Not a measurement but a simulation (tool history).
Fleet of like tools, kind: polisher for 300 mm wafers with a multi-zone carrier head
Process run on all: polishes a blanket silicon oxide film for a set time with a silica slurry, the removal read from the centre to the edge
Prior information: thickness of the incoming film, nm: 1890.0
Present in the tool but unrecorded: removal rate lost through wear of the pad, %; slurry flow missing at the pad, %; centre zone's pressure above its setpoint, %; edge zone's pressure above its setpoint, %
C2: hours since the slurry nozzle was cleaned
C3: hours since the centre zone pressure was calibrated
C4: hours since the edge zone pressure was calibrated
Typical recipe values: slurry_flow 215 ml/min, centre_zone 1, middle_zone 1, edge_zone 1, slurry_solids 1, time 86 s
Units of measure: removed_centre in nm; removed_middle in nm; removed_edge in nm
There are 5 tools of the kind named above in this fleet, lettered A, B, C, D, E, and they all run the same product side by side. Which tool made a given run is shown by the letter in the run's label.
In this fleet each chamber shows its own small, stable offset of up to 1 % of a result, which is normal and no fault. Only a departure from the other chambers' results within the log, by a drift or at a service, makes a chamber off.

{"hour": 0.9, "done": "chamber A: centre zone pressure recalibrated"}
{"run": "1E", "hour": 5.9, "slurry_flow": 215, "centre_zone": 1, "middle_zone": 1, "edge_zone": 1, "slurry_solids": 1, "time": 86, "wafers polished on this pad": 877, "C2": 34.1, "C3": 462.1, "C4": 324.2, "removed_centre": 236.38, "removed_middle": 240.87, "removed_edge": 238.14}
{"run": "2D", "hour": 15.9, "slurry_flow": 215, "centre_zone": 1, "middle_zone": 1, "edge_zone": 1, "slurry_solids": 1, "time": 86, "wafers polished on this pad": 1301, "C2": 323.8, "C3": 665.9, "C4": 1027.5, "removed_centre": 238.39, "removed_middle": 237.73, "removed_edge": 236.87}
{"hour": 20.7, "done": "chamber E: worn pad replaced by a new one"}
{"run": "3B", "hour": 28.1, "slurry_flow": 215, "centre_zone": 1, "middle_zone": 1, "edge_zone": 1, "slurry_solids": 1, "time": 86, "wafers polished on this pad": 430, "C2": 80.2, "C3": 897.6, "C4": 176, "removed_centre": 237.68, "removed_middle": 234.81, "removed_edge": 240.34}
{"run": "4A", "hour": 37.0, "slurry_flow": 215, "centre_zone": 1, "middle_zone": 1, "edge_zone": 1, "slurry_solids": 1, "time": 86, "wafers polished on this pad": 761, "C2": 91.2, "C3": 36.1, "C4": 934.1, "removed_centre": 238.79, "removed_middle": 244.48, "removed_edge": 235.55}
{"hour": 37.5, "done": "chamber C: worn pad replaced by a new one"}
{"hour": 39.6, "done": "chamber D: worn pad replaced by a new one"}
{"run": "5C", "hour": 45.8, "slurry_flow": 215, "centre_zone": 1, "middle_zone": 1, "edge_zone": 1, "slurry_solids": 0.75, "time": 86, "wafers polished on this pad": 105, "C2": 376.9, "C3": 132.2, "C4": 638.1, "removed_centre": 209.54, "removed_middle": 213.61, "removed_edge": 207.31}
{"run": "6D", "hour": 52.4, "slurry_flow": 215, "centre_zone": 1, "middle_zone": 1, "edge_zone": 1, "slurry_solids": 0.75, "time": 86, "wafers polished on this pad": 161, "C2": 360.3, "C3": 702.4, "C4": 1064, "removed_centre": 206.63, "removed_middle": 208.82, "removed_edge": 207.91}
{"hour": 52.8, "done": "chamber A: worn pad replaced by a new one"}
{"hour": 60.4, "done": "chamber B: worn pad replaced by a new one"}
{"run": "7A", "hour": 61.6, "slurry_flow": 215, "centre_zone": 1, "middle_zone": 1, "edge_zone": 1, "slurry_solids": 0.75, "time": 86, "wafers polished on this pad": 111, "C2": 115.8, "C3": 60.7, "C4": 958.7, "removed_centre": 205.93, "removed_middle": 203.59, "removed_edge": 203.79}
{"run": "8C", "hour": 69.4, "slurry_flow": 215, "centre_zone": 1, "middle_zone": 1, "edge_zone": 1, "slurry_solids": 0.75, "time": 86, "wafers polished on this pad": 402, "C2": 400.5, "C3": 155.8, "C4": 661.7, "removed_centre": 206.22, "removed_middle": 207.14, "removed_edge": 207.9}
{"run": "9B", "hour": 75.8, "slurry_flow": 215, "centre_zone": 1, "middle_zone": 1, "edge_zone": 1, "slurry_solids": 0.75, "time": 86, "wafers polished on this pad": 194, "C2": 127.9, "C3": 945.3, "C4": 223.7, "removed_centre": 206.71, "removed_middle": 209.41, "removed_edge": 212.4}
{"hour": 82.7, "done": "chamber D: slurry nozzle cleaned"}
{"run": "10E", "hour": 85.0, "slurry_flow": 215, "centre_zone": 1, "middle_zone": 1, "edge_zone": 1, "slurry_solids": 1, "time": 86, "wafers polished on this pad": 809, "C2": 113.2, "C3": 541.2, "C4": 403.3, "removed_centre": 243.4, "removed_middle": 241.16, "removed_edge": 239.19}
{"run": "11E", "hour": 96.1, "slurry_flow": 155, "centre_zone": 1, "middle_zone": 1, "edge_zone": 0.91, "slurry_solids": 1, "time": 86, "wafers polished on this pad": 949, "C2": 124.3, "C3": 552.3, "C4": 414.4, "removed_centre": 229.2, "removed_middle": 231.76, "removed_edge": 219.91}
{"run": "12D", "hour": 102.8, "slurry_flow": 155, "centre_zone": 1, "middle_zone": 1, "edge_zone": 0.91, "slurry_solids": 1, "time": 86, "wafers polished on this pad": 795, "C2": 20.1, "C3": 752.8, "C4": 1114.4, "removed_centre": 225.42, "removed_middle": 224.25, "removed_edge": 216.35}
{"hour": 103.4, "done": "chamber E: worn pad replaced by a new one"}
{"hour": 108.1, "done": "chamber C: worn pad replaced by a new one"}
{"run": "13C", "hour": 114.0, "slurry_flow": 155, "centre_zone": 1, "middle_zone": 1, "edge_zone": 0.91, "slurry_solids": 1, "time": 86, "wafers polished on this pad": 74, "C2": 445.1, "C3": 200.4, "C4": 706.3, "removed_centre": 229.46, "removed_middle": 228.95, "removed_edge": 219.02}
{"run": "14B", "hour": 122.6, "slurry_flow": 155, "centre_zone": 1, "middle_zone": 1, "edge_zone": 0.91, "slurry_solids": 1, "time": 86, "wafers polished on this pad": 783, "C2": 174.7, "C3": 992.1, "C4": 270.5, "removed_centre": 222.8, "removed_middle": 223.57, "removed_edge": 217.19}
{"run": "15A", "hour": 134.0, "slurry_flow": 155, "centre_zone": 1, "middle_zone": 1, "edge_zone": 0.91, "slurry_solids": 1, "time": 86, "wafers polished on this pad": 1022, "C2": 188.2, "C3": 133.1, "C4": 1031.1, "removed_centre": 225.65, "removed_middle": 225.48, "removed_edge": 222.47}
{"hour": 140.4, "done": "chamber A: worn pad replaced by a new one"}
{"hour": 142.7, "done": "chamber C: edge zone pressure recalibrated"}
{"hour": 146.1, "done": "chamber D: worn pad replaced by a new one"}
{"hour": 146.5, "done": "chamber B: worn pad replaced by a new one"}
{"run": "16A", "hour": 146.5, "slurry_flow": 215, "centre_zone": 1, "middle_zone": 1, "edge_zone": 1, "slurry_solids": 1, "time": 86, "wafers polished on this pad": 77, "C2": 200.7, "C3": 145.6, "C4": 1043.6, "removed_centre": 236.08, "removed_middle": 241.39, "removed_edge": 241.16}
{"run": "17E", "hour": 157.0, "slurry_flow": 215, "centre_zone": 1, "middle_zone": 1, "edge_zone": 1, "slurry_solids": 1, "time": 86, "wafers polished on this pad": 675, "C2": 185.2, "C3": 613.2, "C4": 475.3, "removed_centre": 242.65, "removed_middle": 241.76, "removed_edge": 243.08}
{"hour": 165.5, "done": "chamber D: centre zone pressure recalibrated"}
{"run": "18B", "hour": 166.5, "slurry_flow": 215, "centre_zone": 1, "middle_zone": 1, "edge_zone": 1, "slurry_solids": 1, "time": 86, "wafers polished on this pad": 252, "C2": 218.6, "C3": 1036, "C4": 314.4, "removed_centre": 240.13, "removed_middle": 233.76, "removed_edge": 239.5}
{"hour": 168.8, "done": "chamber E: centre zone pressure recalibrated"}
{"run": "19D", "hour": 179.2, "slurry_flow": 215, "centre_zone": 1, "middle_zone": 1, "edge_zone": 1, "slurry_solids": 1, "time": 86, "wafers polished on this pad": 417, "C2": 96.5, "C3": 13.7, "C4": 1190.8, "removed_centre": 241.08, "removed_middle": 239.96, "removed_edge": 238.47}
{"hour": 181.7, "done": "chamber E: worn pad replaced by a new one"}
{"hour": 182.8, "done": "chamber C: worn pad replaced by a new one"}
{"run": "20C", "hour": 185.3, "slurry_flow": 215, "centre_zone": 1, "middle_zone": 1, "edge_zone": 1, "slurry_solids": 1, "time": 86, "wafers polished on this pad": 31, "C2": 516.4, "C3": 271.7, "C4": 42.6, "removed_centre": 239.67, "removed_middle": 242.89, "removed_edge": 240.35}
{"run": "21D", "hour": 198.3, "slurry_flow": 215, "centre_zone": 1, "middle_zone": 1, "edge_zone": 1, "slurry_solids": 1, "time": 86, "wafers polished on this pad": 657, "C2": 115.6, "C3": 32.8, "C4": 1209.9, "removed_centre": 241.4, "removed_middle": 243.1, "removed_edge": 241.6}
{"run": "22A", "hour": 205.2, "slurry_flow": 215, "centre_zone": 1, "middle_zone": 1, "edge_zone": 1, "slurry_solids": 1, "time": 105, "wafers polished on this pad": 815, "C2": 259.4, "C3": 204.3, "C4": 1102.3, "removed_centre": 291.78, "removed_middle": 285.73, "removed_edge": 287.3}
{"run": "23B", "hour": 212.9, "slurry_flow": 215, "centre_zone": 1, "middle_zone": 1, "edge_zone": 1, "slurry_solids": 1, "time": 105, "wafers polished on this pad": 835, "C2": 265, "C3": 1082.4, "C4": 360.8, "removed_centre": 293.07, "removed_middle": 291.32, "removed_edge": 290.53}
{"hour": 213.4, "done": "chamber B: worn pad replaced by a new one"}
{"hour": 221.4, "done": "chamber B: slurry nozzle cleaned"}
{"run": "24C", "hour": 222.2, "slurry_flow": 215, "centre_zone": 1, "middle_zone": 1, "edge_zone": 1, "slurry_solids": 1, "time": 105, "wafers polished on this pad": 496, "C2": 553.3, "C3": 308.6, "C4": 79.5, "removed_centre": 291.86, "removed_middle": 298.77, "removed_edge": 290.83}
{"hour": 222.8, "done": "chamber A: worn pad replaced by a new one"}
{"run": "25E", "hour": 234.0, "slurry_flow": 215, "centre_zone": 1, "middle_zone": 1, "edge_zone": 1, "slurry_solids": 1, "time": 105, "wafers polished on this pad": 658, "C2": 262.2, "C3": 65.3, "C4": 552.3, "removed_centre": 319.4, "removed_middle": 288.37, "removed_edge": 293.17}
{"run": "26C", "hour": 246.4, "slurry_flow": 215, "centre_zone": 1, "middle_zone": 1, "edge_zone": 1, "slurry_solids": 1, "time": 105, "wafers polished on this pad": 800, "C2": 577.5, "C3": 332.8, "C4": 103.7, "removed_centre": 290.43, "removed_middle": 291.48, "removed_edge": 291.49}
{"hour": 253.4, "done": "chamber E: worn pad replaced by a new one"}
{"run": "27B", "hour": 258.5, "slurry_flow": 215, "centre_zone": 1, "middle_zone": 1, "edge_zone": 1, "slurry_solids": 1, "time": 86, "wafers polished on this pad": 568, "C2": 37.1, "C3": 1128, "C4": 406.4, "removed_centre": 240.91, "removed_middle": 237.37, "removed_edge": 240.95}
{"hour": 264.6, "done": "chamber E: slurry nozzle cleaned"}
{"run": "28D", "hour": 264.7, "slurry_flow": 215, "centre_zone": 1, "middle_zone": 1, "edge_zone": 1, "slurry_solids": 1, "time": 86, "wafers polished on this pad": 1492, "C2": 182, "C3": 99.2, "C4": 1276.3, "removed_centre": 238.97, "removed_middle": 243.13, "removed_edge": 239.97}
{"hour": 268.6, "done": "chamber D: worn pad replaced by a new one"}
{"hour": 270.1, "done": "chamber C: worn pad replaced by a new one"}
{"run": "29A", "hour": 274.6, "slurry_flow": 215, "centre_zone": 1, "middle_zone": 1, "edge_zone": 1, "slurry_solids": 1, "time": 86, "wafers polished on this pad": 651, "C2": 328.8, "C3": 273.7, "C4": 1171.7, "removed_centre": 237.66, "removed_middle": 233.81, "removed_edge": 238.6}
{"run": "30E", "hour": 286.7, "slurry_flow": 215, "centre_zone": 1, "middle_zone": 1, "edge_zone": 1, "slurry_solids": 1, "time": 86, "wafers polished on this pad": 418, "C2": 22.1, "C3": 118, "C4": 605, "removed_centre": 263.51, "removed_middle": 238.93, "removed_edge": 236.75}
{"run": "31D", "hour": 295.6, "slurry_flow": 215, "centre_zone": 1, "middle_zone": 1, "edge_zone": 1, "slurry_solids": 1, "time": 86, "wafers polished on this pad": 339, "C2": 212.9, "C3": 130.1, "C4": 1307.2, "removed_centre": 241.53, "removed_middle": 241.13, "removed_edge": 242.48}
{"hour": 296.6, "done": "chamber B: worn pad replaced by a new one"}
{"hour": 297.7, "done": "chamber A: worn pad replaced by a new one"}
{"run": "32A", "hour": 305.4, "slurry_flow": 215, "centre_zone": 1, "middle_zone": 1, "edge_zone": 1, "slurry_solids": 1, "time": 86, "wafers polished on this pad": 97, "C2": 359.6, "C3": 304.5, "C4": 1202.5, "removed_centre": 239.59, "removed_middle": 244.15, "removed_edge": 237.08}
{"run": "33C", "hour": 315.3, "slurry_flow": 215, "centre_zone": 1, "middle_zone": 1, "edge_zone": 1, "slurry_solids": 1, "time": 86, "wafers polished on this pad": 568, "C2": 646.4, "C3": 401.7, "C4": 172.6, "removed_centre": 240.52, "removed_middle": 241.36, "removed_edge": 238.4}
{"run": "34E", "hour": 326.5, "slurry_flow": 215, "centre_zone": 1, "middle_zone": 1, "edge_zone": 0.95, "slurry_solids": 0.8, "time": 86, "wafers polished on this pad": 919, "C2": 61.9, "C3": 157.8, "C4": 644.8, "removed_centre": 235.79, "removed_middle": 214.43, "removed_edge": 210.68}
{"run": "35B", "hour": 336.6, "slurry_flow": 215, "centre_zone": 1, "middle_zone": 1, "edge_zone": 0.95, "slurry_solids": 0.8, "time": 86, "wafers polished on this pad": 503, "C2": 115.2, "C3": 1206.1, "C4": 484.5, "removed_centre": 215.7, "removed_middle": 213.87, "removed_edge": 209.87}
{"hour": 340.4, "done": "chamber E: worn pad replaced by a new one"}
{"run": "36C", "hour": 349.3, "slurry_flow": 215, "centre_zone": 1, "middle_zone": 1, "edge_zone": 0.95, "slurry_solids": 0.8, "time": 86, "wafers polished on this pad": 996, "C2": 680.4, "C3": 435.7, "C4": 206.6, "removed_centre": 214.15, "removed_middle": 217.54, "removed_edge": 211}
{"run": "37D", "hour": 361.4, "slurry_flow": 215, "centre_zone": 1, "middle_zone": 1, "edge_zone": 0.95, "slurry_solids": 0.8, "time": 86, "wafers polished on this pad": 1167, "C2": 278.7, "C3": 195.9, "C4": 1373, "removed_centre": 213.24, "removed_middle": 217.91, "removed_edge": 210.81}
{"run": "38E", "hour": 369.9, "slurry_flow": 215, "centre_zone": 1, "middle_zone": 1, "edge_zone": 0.95, "slurry_solids": 0.8, "time": 86, "wafers polished on this pad": 371, "C2": 105.3, "C3": 201.2, "C4": 688.2, "removed_centre": 235.3, "removed_middle": 218.5, "removed_edge": 209.46}
{"run": "39B", "hour": 382.4, "slurry_flow": 150, "centre_zone": 1, "middle_zone": 1, "edge_zone": 0.9, "slurry_solids": 1, "time": 86, "wafers polished on this pad": 1079, "C2": 161, "C3": 1251.9, "C4": 530.3, "removed_centre": 222.81, "removed_middle": 224.77, "removed_edge": 215.67}

Decide between three cases: one chamber stands off from its peers, the gauge reading all wafers drifts, or nothing is wrong past each chamber's small offset. Where a chamber is off, say which and what most likely put it there.

Chamber E has stood off from the others ever since a service on it.
Cause: centre zone's pressure above its setpoint, % = 8.34.

Chamber E could run next with any of the 4 candidate recipes listed below; each alters the usual settings, and their results appear as question marks. Which one brings its results back in line with what the other chambers deliver on the usual settings?
A result is in line if it is within this distance of the other chambers' mean on the usual settings: removed_centre 5.8 nm; removed_middle 9.9 nm; removed_edge 7 nm
{"run": "40E-1", "hour": 392.2, "slurry_flow": 215, "centre_zone": 0.98, "middle_zone": 1.01, "edge_zone": 1.01, "slurry_solids": 1, "time": 85, "removed_centre": "?", "removed_middle": "?", "removed_edge": "?"}
{"run": "40E-2", "hour": 392.2, "slurry_flow": 210, "centre_zone": 0.93, "middle_zone": 1.02, "edge_zone": 1.02, "slurry_solids": 1, "time": 84, "removed_centre": "?", "removed_middle": "?", "removed_edge": "?"}
{"run": "40E-3", "hour": 392.2, "slurry_flow": 220, "centre_zone": 1.07, "middle_zone": 0.98, "edge_zone": 0.98, "slurry_solids": 1, "time": 88, "removed_centre": "?", "removed_middle": "?", "removed_edge": "?"}
{"run": "40E-4", "hour": 392.2, "slurry_flow": 215, "centre_zone": 1.02, "middle_zone": 0.99, "edge_zone": 0.99, "slurry_solids": 1, "time": 87, "removed_centre": "?", "removed_middle": "?", "removed_edge": "?"}

The mean the other chambers reach with the usual settings: removed_centre 237.86 nm; removed_middle 238.55 nm; removed_edge 238.16 nm
run=40E-1 removed_centre=254.2 removed_middle=239.12 removed_edge=239.8
run=40E-2 removed_centre=236.64 removed_middle=237.76 removed_edge=237.65
run=40E-3 removed_centre=290 removed_middle=241.46 removed_edge=244.97
run=40E-4 removed_centre=271.53 removed_middle=240.27 removed_edge=242.91
The right change is 40E-2: it brings the chamber back within the allowed miss of the others.

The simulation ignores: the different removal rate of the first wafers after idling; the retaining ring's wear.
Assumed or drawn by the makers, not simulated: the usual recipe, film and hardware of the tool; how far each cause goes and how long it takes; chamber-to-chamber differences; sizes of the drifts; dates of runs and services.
